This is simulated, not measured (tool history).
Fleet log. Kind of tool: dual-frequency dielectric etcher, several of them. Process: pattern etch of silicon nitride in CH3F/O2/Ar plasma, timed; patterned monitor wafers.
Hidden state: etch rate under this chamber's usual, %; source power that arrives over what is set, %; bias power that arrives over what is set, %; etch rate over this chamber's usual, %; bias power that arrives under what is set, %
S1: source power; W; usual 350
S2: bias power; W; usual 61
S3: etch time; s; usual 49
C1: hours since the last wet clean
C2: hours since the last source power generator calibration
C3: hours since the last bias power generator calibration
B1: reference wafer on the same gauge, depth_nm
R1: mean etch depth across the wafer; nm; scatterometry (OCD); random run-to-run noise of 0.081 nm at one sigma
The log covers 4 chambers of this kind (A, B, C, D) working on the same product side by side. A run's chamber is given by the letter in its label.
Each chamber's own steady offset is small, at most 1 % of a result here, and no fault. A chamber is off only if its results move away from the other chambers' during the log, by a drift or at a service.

run	hour	S1	S2	S3	C1	C2	C3	B1	R1
1B	4.9	350	61	49	312.3	2297.6	1224.4	27.815	30.866
2A	10.8	350	61	49	54.2	889.8	1008.1	27.820	30.628
3D	15.2	350	61	49	440.2	2850.7	1560.6	27.806	30.625
4C	18.9	350	61	49	177.3	2364.1	1996.4	27.818	31.151
5B	24.7	350	61	49	332.1	2317.4	1244.2	27.791	30.734
6A	28.7	350	61	49	72.1	907.7	1026.0	27.809	30.779
7D	33.5	350	61	49	458.5	2869.0	1578.9	27.796	30.764
8C	40.7	350	61	49	199.1	2385.9	2018.2	27.778	31.245
9D	47.8	350	61	49	472.8	2883.3	1593.2	27.809	30.901
# hour 50.5: chamber D: bias power generator calibrated
10A	52.1	350	61	49	95.5	931.1	1049.4	27.796	30.668
# hour 57.2: chamber D: wet clean of the chamber
11C	57.5	350	61	49	215.9	2402.7	2035.0	27.790	31.202
12B	64.6	350	61	49	372.0	2357.3	1284.1	27.781	30.882
13D	72.4	350	61	49	15.3	2907.9	22.0	27.790	29.918
14A	77.3	350	61	44	120.7	956.3	1074.6	27.796	27.570
15B	81.6	350	61	44	389.0	2374.3	1301.1	27.811	27.692
16C	87.0	350	61	44	245.4	2432.2	2064.5	27.801	27.916
17D	94.3	350	61	44	37.2	2929.8	43.9	27.801	26.783
18C	99.4	350	61	49	257.8	2444.6	2076.9	27.810	31.140
19B	105.4	350	61	49	412.8	2398.1	1324.9	27.790	30.794
20A	112.2	350	61	49	155.6	991.2	1109.5	27.798	30.631
21B	116.9	350	61	49	424.3	2409.6	1336.4	27.803	30.890
22C	120.5	350	61	49	278.9	2465.7	2098.0	27.793	31.120
23A	126.1	350	61	49	169.5	1005.1	1123.4	27.806	30.612
24D	131.1	350	52	49	74.0	2966.6	80.7	27.778	28.163
25D	135.4	350	52	49	78.3	2970.9	85.0	27.801	28.382
26C	140.6	350	52	49	299.0	2485.8	2118.1	27.788	29.446
27A	147.5	350	52	49	190.9	1026.5	1144.8	27.805	29.224
28B	154.8	350	61	49	462.2	2447.5	1374.3	27.801	30.865
29B	158.3	350	61	49	465.7	2451.0	1377.8	27.809	30.923

Is one chamber off against the others, does the gauge drift, or is nothing wrong? If a chamber is off, say which, and what the likeliest cause is.

After it was serviced, chamber D no longer matches the other chambers.
Most likely cause: etch rate under this chamber's usual, % = 3.56.

Which of the 4 candidates below, each the usual settings with something changed and its results left as question marks, puts chamber D back in line with what the other chambers give on the usual settings?
To be in line, a result may differ from the other chambers' mean on the usual settings by at most: R1 0.280 nm
30D-1	164.0	420	61	49.0					?
30D-2	164.0	350	61	51.0					?
30D-3	164.0	350	54	49.0					?
30D-4	164.0	340	60	46.5					?

What the other chambers average on the usual settings: R1 30.897 nm
run	R1
30D-1	31.935
30D-2	30.980
30D-3	28.614
30D-4	27.782
30D-2 is the one that brings the chamber's results back in line with the other chambers.
